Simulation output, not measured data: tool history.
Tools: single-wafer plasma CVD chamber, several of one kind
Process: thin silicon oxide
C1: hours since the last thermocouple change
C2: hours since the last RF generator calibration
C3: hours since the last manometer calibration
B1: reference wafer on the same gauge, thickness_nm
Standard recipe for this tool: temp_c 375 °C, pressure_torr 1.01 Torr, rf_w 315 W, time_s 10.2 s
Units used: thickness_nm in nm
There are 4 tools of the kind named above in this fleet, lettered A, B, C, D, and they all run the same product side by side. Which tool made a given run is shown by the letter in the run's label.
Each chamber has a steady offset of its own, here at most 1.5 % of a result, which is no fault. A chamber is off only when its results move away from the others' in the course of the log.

{"run": "1D", "day": 0.367, "temp_c": 375, "pressure_torr": 1.01, "rf_w": 315, "time_s": 10.2, "C1": 427.2, "C2": 969.6, "C3": 2048.4, "B1": 27.795, "thickness_nm": 23.644}
{"run": "2B", "day": 0.592, "temp_c": 375, "pressure_torr": 1.01, "rf_w": 315, "time_s": 10.2, "C1": 392.4, "C2": 1414.5, "C3": 759.7, "B1": 27.803, "thickness_nm": 23.699}
{"day": 0.708, "done": "chamber C: thermocouple changed; heater temperature recalibrated"}
{"run": "3C", "day": 0.821, "temp_c": 375, "pressure_torr": 1.01, "rf_w": 315, "time_s": 10.2, "C1": 2.7, "C2": 487.3, "C3": 1129.1, "B1": 27.812, "thickness_nm": 23.584}
{"day": 0.871, "done": "chamber B: RF generator calibrated"}
{"run": "4A", "day": 1.158, "temp_c": 375, "pressure_torr": 1.01, "rf_w": 315, "time_s": 10.2, "C1": 417.2, "C2": 312.7, "C3": 739.2, "B1": 27.812, "thickness_nm": 23.338}
{"run": "5C", "day": 1.504, "temp_c": 375, "pressure_torr": 1.01, "rf_w": 315, "time_s": 10.2, "C1": 19.1, "C2": 503.7, "C3": 1145.5, "B1": 27.824, "thickness_nm": 23.633}
{"run": "6B", "day": 1.792, "temp_c": 375, "pressure_torr": 1.01, "rf_w": 315, "time_s": 10.2, "C1": 421.2, "C2": 22.1, "C3": 788.5, "B1": 27.826, "thickness_nm": 23.693}
{"run": "7D", "day": 2.017, "temp_c": 375, "pressure_torr": 1.01, "rf_w": 315, "time_s": 10.2, "C1": 466.8, "C2": 1009.2, "C3": 2088, "B1": 27.827, "thickness_nm": 23.681}
{"run": "8A", "day": 2.246, "temp_c": 375, "pressure_torr": 1.01, "rf_w": 315, "time_s": 10.2, "C1": 443.3, "C2": 338.8, "C3": 765.3, "B1": 27.836, "thickness_nm": 23.266}
{"run": "9A", "day": 2.529, "temp_c": 375, "pressure_torr": 1.01, "rf_w": 315, "time_s": 10.2, "C1": 450.1, "C2": 345.6, "C3": 772.1, "B1": 27.831, "thickness_nm": 23.303}
{"run": "10B", "day": 2.946, "temp_c": 375, "pressure_torr": 1.01, "rf_w": 315, "time_s": 10.2, "C1": 448.9, "C2": 49.8, "C3": 816.2, "B1": 27.834, "thickness_nm": 23.753}
{"run": "11D", "day": 3.35, "temp_c": 375, "pressure_torr": 1.01, "rf_w": 315, "time_s": 10.2, "C1": 498.8, "C2": 1041.2, "C3": 2120, "B1": 27.839, "thickness_nm": 23.69}
{"run": "12C", "day": 3.612, "temp_c": 375, "pressure_torr": 1.01, "rf_w": 315, "time_s": 10.2, "C1": 69.7, "C2": 554.3, "C3": 1196.1, "B1": 27.845, "thickness_nm": 23.675}
{"run": "13C", "day": 3.85, "temp_c": 375, "pressure_torr": 1.01, "rf_w": 315, "time_s": 10.2, "C1": 75.4, "C2": 560, "C3": 1201.8, "B1": 27.851, "thickness_nm": 23.659}
{"day": 3.917, "done": "chamber D: RF generator calibrated"}
{"run": "14A", "day": 4.204, "temp_c": 375, "pressure_torr": 1.01, "rf_w": 315, "time_s": 10.2, "C1": 490.3, "C2": 385.8, "C3": 812.3, "B1": 27.855, "thickness_nm": 23.316}
{"run": "15D", "day": 4.533, "temp_c": 375, "pressure_torr": 0.79, "rf_w": 375, "time_s": 10.2, "C1": 527.2, "C2": 14.8, "C3": 2148.4, "B1": 27.856, "thickness_nm": 20.504}
{"run": "16B", "day": 4.779, "temp_c": 375, "pressure_torr": 0.79, "rf_w": 375, "time_s": 10.2, "C1": 492.9, "C2": 93.8, "C3": 860.2, "B1": 27.858, "thickness_nm": 20.593}
{"run": "17C", "day": 5.167, "temp_c": 375, "pressure_torr": 0.79, "rf_w": 375, "time_s": 10.2, "C1": 107, "C2": 591.6, "C3": 1233.4, "B1": 27.857, "thickness_nm": 20.643}
{"run": "18D", "day": 5.488, "temp_c": 375, "pressure_torr": 0.79, "rf_w": 375, "time_s": 10.2, "C1": 550.1, "C2": 37.7, "C3": 2171.3, "B1": 27.864, "thickness_nm": 20.492}
{"run": "19B", "day": 5.725, "temp_c": 375, "pressure_torr": 1.01, "rf_w": 315, "time_s": 10.2, "C1": 515.6, "C2": 116.5, "C3": 882.9, "B1": 27.874, "thickness_nm": 23.711}
{"run": "20A", "day": 6.104, "temp_c": 375, "pressure_torr": 1.01, "rf_w": 315, "time_s": 10.2, "C1": 535.9, "C2": 431.4, "C3": 857.9, "B1": 27.873, "thickness_nm": 23.362}
{"run": "21B", "day": 6.292, "temp_c": 375, "pressure_torr": 1.01, "rf_w": 315, "time_s": 10.2, "C1": 529.2, "C2": 130.1, "C3": 896.5, "B1": 27.878, "thickness_nm": 23.747}
{"run": "22C", "day": 6.504, "temp_c": 375, "pressure_torr": 1.01, "rf_w": 255, "time_s": 10.2, "C1": 139.1, "C2": 623.7, "C3": 1265.5, "B1": 27.875, "thickness_nm": 21.697}
{"run": "23D", "day": 6.754, "temp_c": 375, "pressure_torr": 1.01, "rf_w": 255, "time_s": 10.2, "C1": 580.5, "C2": 68.1, "C3": 2201.7, "B1": 27.89, "thickness_nm": 21.733}
{"run": "24A", "day": 7.017, "temp_c": 375, "pressure_torr": 1.01, "rf_w": 255, "time_s": 10.2, "C1": 557.8, "C2": 453.3, "C3": 879.8, "B1": 27.879, "thickness_nm": 21.321}
{"run": "25B", "day": 7.412, "temp_c": 375, "pressure_torr": 1.01, "rf_w": 255, "time_s": 10.2, "C1": 556.1, "C2": 157, "C3": 923.4, "B1": 27.886, "thickness_nm": 21.625}
{"run": "26C", "day": 7.754, "temp_c": 375, "pressure_torr": 1.01, "rf_w": 315, "time_s": 10.2, "C1": 169.1, "C2": 653.7, "C3": 1295.5, "B1": 27.886, "thickness_nm": 23.724}
{"run": "27D", "day": 8.042, "temp_c": 375, "pressure_torr": 1.01, "rf_w": 315, "time_s": 10.2, "C1": 611.4, "C2": 99, "C3": 2232.6, "B1": 27.887, "thickness_nm": 23.7}
{"run": "28A", "day": 8.425, "temp_c": 375, "pressure_torr": 1.01, "rf_w": 315, "time_s": 10.2, "C1": 591.6, "C2": 487.1, "C3": 913.6, "B1": 27.896, "thickness_nm": 23.368}
{"run": "29A", "day": 8.629, "temp_c": 375, "pressure_torr": 1.01, "rf_w": 315, "time_s": 10.2, "C1": 596.5, "C2": 492, "C3": 918.5, "B1": 27.9, "thickness_nm": 23.355}
{"run": "30D", "day": 8.85, "temp_c": 375, "pressure_torr": 1.01, "rf_w": 315, "time_s": 10.2, "C1": 630.8, "C2": 118.4, "C3": 2252, "B1": 27.907, "thickness_nm": 23.707}
{"run": "31C", "day": 9.25, "temp_c": 375, "pressure_torr": 1.18, "rf_w": 315, "time_s": 10.8, "C1": 205, "C2": 689.6, "C3": 1331.4, "B1": 27.913, "thickness_nm": 27.894}
{"run": "32B", "day": 9.529, "temp_c": 375, "pressure_torr": 1.18, "rf_w": 315, "time_s": 10.8, "C1": 606.9, "C2": 207.8, "C3": 974.2, "B1": 27.908, "thickness_nm": 27.899}
{"run": "33D", "day": 9.712, "temp_c": 375, "pressure_torr": 1.18, "rf_w": 315, "time_s": 10.8, "C1": 651.5, "C2": 139.1, "C3": 2272.7, "B1": 27.912, "thickness_nm": 27.892}
{"run": "34B", "day": 10.121, "temp_c": 375, "pressure_torr": 1.18, "rf_w": 315, "time_s": 10.8, "C1": 621.1, "C2": 222, "C3": 988.4, "B1": 27.928, "thickness_nm": 27.952}
{"run": "35C", "day": 10.533, "temp_c": 375, "pressure_torr": 0.85, "rf_w": 360, "time_s": 10.2, "C1": 235.8, "C2": 720.4, "C3": 1362.2, "B1": 27.919, "thickness_nm": 21.727}
{"run": "36A", "day": 10.833, "temp_c": 375, "pressure_torr": 0.85, "rf_w": 360, "time_s": 10.2, "C1": 649.4, "C2": 544.9, "C3": 971.4, "B1": 27.94, "thickness_nm": 21.479}

Next, all 4 chambers run the settings below, one line each with question marks for the results. What does each chamber give?
{"run": "37A", "day": 11.138, "temp_c": 375, "pressure_torr": 1.01, "rf_w": 370, "time_s": 10.2, "thickness_nm": "?"}
{"run": "37B", "day": 11.138, "temp_c": 375, "pressure_torr": 1.01, "rf_w": 370, "time_s": 10.2, "thickness_nm": "?"}
{"run": "37C", "day": 11.138, "temp_c": 375, "pressure_torr": 1.01, "rf_w": 370, "time_s": 10.2, "thickness_nm": "?"}
{"run": "37D", "day": 11.138, "temp_c": 375, "pressure_torr": 1.01, "rf_w": 370, "time_s": 10.2, "thickness_nm": "?"}

run=37A thickness_nm=24.977
run=37B thickness_nm=25.358
run=37C thickness_nm=25.253
run=37D thickness_nm=25.215

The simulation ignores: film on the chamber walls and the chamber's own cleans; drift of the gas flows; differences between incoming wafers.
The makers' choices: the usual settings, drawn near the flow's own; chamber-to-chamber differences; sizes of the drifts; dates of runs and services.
